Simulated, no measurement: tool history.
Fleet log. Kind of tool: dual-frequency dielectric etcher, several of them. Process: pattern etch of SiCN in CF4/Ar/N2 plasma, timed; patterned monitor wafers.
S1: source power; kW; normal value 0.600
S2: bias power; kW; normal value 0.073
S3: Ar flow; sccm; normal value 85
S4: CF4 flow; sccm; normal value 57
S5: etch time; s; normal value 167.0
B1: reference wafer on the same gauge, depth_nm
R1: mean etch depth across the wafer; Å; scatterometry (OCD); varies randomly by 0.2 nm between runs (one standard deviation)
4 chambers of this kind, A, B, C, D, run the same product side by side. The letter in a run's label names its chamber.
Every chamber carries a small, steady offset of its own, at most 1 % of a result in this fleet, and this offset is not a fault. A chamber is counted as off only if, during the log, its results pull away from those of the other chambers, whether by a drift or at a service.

run	day	S1	S2	S3	S4	S5	B1	R1
1C	0.192	0.600	0.073	85	57	167.0	166.99	1853.3
2D	0.433	0.600	0.073	85	57	167.0	166.98	1840.8
3A	0.750	0.600	0.073	85	57	167.0	166.98	1857.4
4B	1.058	0.600	0.073	85	57	167.0	166.93	1840.8
5D	1.325	0.600	0.073	85	57	167.0	166.93	1844.8
6C	1.571	0.600	0.073	85	57	167.0	166.93	1851.8
7B	1.862	0.600	0.073	85	57	167.0	166.91	1838.0
8A	2.112	0.600	0.073	85	57	167.0	166.85	1857.5
# day 2.212: chamber D: source power generator calibrated
9D	2.475	0.600	0.073	85	57	167.0	166.87	1844.7
10B	2.762	0.600	0.073	85	57	167.0	166.80	1843.3
11A	3.025	0.600	0.073	98	57	167.0	166.79	1811.7
12C	3.388	0.600	0.073	98	57	167.0	166.81	1811.3
13D	3.708	0.600	0.073	98	57	167.0	166.72	1798.8
14A	3.917	0.600	0.073	98	57	167.0	166.77	1811.3
15B	4.146	0.600	0.073	85	57	167.0	166.70	1836.8
16C	4.404	0.600	0.073	85	57	167.0	166.74	1851.3
17C	4.604	0.600	0.073	85	57	167.0	166.75	1854.4
18A	4.825	0.600	0.073	85	57	167.0	166.69	1852.7
19B	5.054	0.600	0.073	85	57	167.0	166.68	1835.5
20D	5.433	0.600	0.073	85	57	167.0	166.62	1838.6
21C	5.733	0.600	0.073	85	57	167.0	166.68	1853.5
# day 5.908: chamber D: wet clean of the chamber
22A	6.033	0.600	0.073	85	57	167.0	166.62	1853.5
23B	6.379	0.600	0.073	85	57	167.0	166.61	1834.1
24D	6.725	0.600	0.073	85	57	167.0	166.62	1838.8
25A	7.112	0.600	0.073	85	57	167.0	166.56	1850.1
# day 7.183: chamber B: bias power generator calibrated
26B	7.496	0.600	0.073	85	57	167.0	166.55	1832.5
27C	7.900	0.600	0.073	85	57	191.5	166.48	2122.3
28D	8.200	0.600	0.073	85	57	191.5	166.48	2104.8
29C	8.621	0.600	0.073	85	57	191.5	166.47	2123.4
# day 8.704: chamber C: source power generator calibrated
30A	8.938	0.600	0.073	85	57	191.5	166.44	2121.9
31B	9.158	0.600	0.073	85	57	167.0	166.38	1834.7
32D	9.475	0.600	0.073	85	57	167.0	166.47	1836.2
# day 9.558: chamber A: source power generator calibrated
33A	9.721	0.600	0.073	85	57	167.0	166.36	1851.1
34B	10.004	0.600	0.088	85	57	167.0	166.30	1955.5
35C	10.392	0.600	0.088	85	57	167.0	166.38	1973.5
36D	10.725	0.600	0.088	85	57	167.0	166.31	1956.6
37D	11.054	0.600	0.088	85	57	167.0	166.31	1958.1
38A	11.246	0.600	0.073	85	57	167.0	166.28	1850.9
39B	11.462	0.600	0.073	85	57	167.0	166.29	1834.2
40C	11.733	0.600	0.073	85	57	167.0	166.23	1847.5

Has any chamber moved away from the others, gradually or after a service, or does the common gauge drift, or do the chambers differ only by their own small steady offsets? State the chamber and the most likely cause if one applies.

Gauge drift. The chambers move together only on paper, and none stands off.
Most likely cause: gauge reads low (%) = 0.451.
